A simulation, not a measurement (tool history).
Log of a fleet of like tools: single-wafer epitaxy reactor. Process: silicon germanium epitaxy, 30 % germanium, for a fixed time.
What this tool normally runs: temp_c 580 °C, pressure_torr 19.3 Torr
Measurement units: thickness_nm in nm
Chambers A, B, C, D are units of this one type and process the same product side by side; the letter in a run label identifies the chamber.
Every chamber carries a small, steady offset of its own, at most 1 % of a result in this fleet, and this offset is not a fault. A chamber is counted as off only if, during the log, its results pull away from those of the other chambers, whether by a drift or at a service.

run,day,temp_c,pressure_torr,hours since the last pyrometer calibration,hours since the last manometer calibration,"read-back reference wafer on the same gauge, thickness_nm",thickness_nm
1D,0.233,580,19.3,1454.8,759.2,33.31,40.028
2A,0.408,580,19.3,409.9,903.4,33.306,40.01
3B,0.529,580,19.3,1180.8,1644.1,33.299,39.987
4C,0.742,580,19.3,1785.8,2322,33.313,39.886
# day 0.912: chamber C: capacitance manometer re-zeroed and calibrated
5D,0.954,580,19.3,1472.1,776.5,33.295,39.934
6C,1.183,580,15,1796.4,6.5,33.29,35.925
7A,1.292,580,15,431.1,924.6,33.29,36.186
8B,1.433,580,15,1202.5,1665.8,33.323,36.164
9C,1.571,580,15,1805.7,15.8,33.286,36.16
10A,1.771,580,19.3,442.6,936.1,33.287,40.092
11D,2,580,19.3,1497.2,801.6,33.292,39.707
12B,2.229,590,19.3,1221.6,1684.9,33.313,47.886
13D,2.462,590,19.3,1508.3,812.7,33.307,48.211
# day 2.625: chamber B: capacitance manometer re-zeroed and calibrated
14C,2.625,590,19.3,1831,41.1,33.305,47.921
15A,2.842,590,19.3,468.3,961.8,33.288,48.279
16B,3.021,580,19.3,1240.6,9.5,33.322,40.615
17A,3.204,580,19.3,477,970.5,33.31,40.079
18D,3.362,580,19.3,1529.9,834.3,33.298,39.868
19C,3.588,580,19.3,1854.1,64.2,33.299,39.921
20B,3.75,566,16.6,1258.1,27,33.317,29.413
21A,3.896,566,16.6,493.6,987.1,33.319,28.689
22B,4.088,566,16.6,1266.2,35.1,33.299,29.386
23C,4.208,566,16.6,1869,79.1,33.309,28.616
24D,4.329,580,19.3,1553.1,857.5,33.309,39.818
25B,4.533,580,19.3,1276.9,45.8,33.291,40.706
26A,4.762,580,19.3,514.4,1007.9,33.29,39.891
27C,4.912,580,19.3,1885.9,96,33.3,39.715
28D,5.108,580,19.3,1571.8,876.2,33.317,39.813
29D,5.3,580,19.3,1576.4,880.8,33.293,39.753
30C,5.454,580,19.3,1898.9,109,33.296,40.002
31A,5.65,580,19.3,535.7,1029.2,33.308,40.224
32B,5.796,590,19.3,1307.2,76.1,33.283,49.071
33A,5.925,590,19.3,542.3,1035.8,33.311,48.39
34D,6.133,590,19.3,1596.4,900.8,33.305,47.989
35C,6.338,590,19.3,1920.1,130.2,33.284,48.164
36B,6.542,580,19.3,1325.1,94,33.322,40.776
37B,6.75,580,19.3,1330.1,99,33.306,40.695
38D,6.933,580,19.3,1615.6,920,33.307,39.982
39A,7.158,568,21.1,571.9,1065.4,33.288,32.872

Each of the 4 chambers runs these same settings next. Fill in every chamber's results:
40A,7.325,580,19.3,,,,?
40B,7.325,580,19.3,,,,?
40C,7.325,580,19.3,,,,?
40D,7.325,580,19.3,,,,?

run,thickness_nm
40A,40.002
40B,40.952
40C,39.813
40D,39.87

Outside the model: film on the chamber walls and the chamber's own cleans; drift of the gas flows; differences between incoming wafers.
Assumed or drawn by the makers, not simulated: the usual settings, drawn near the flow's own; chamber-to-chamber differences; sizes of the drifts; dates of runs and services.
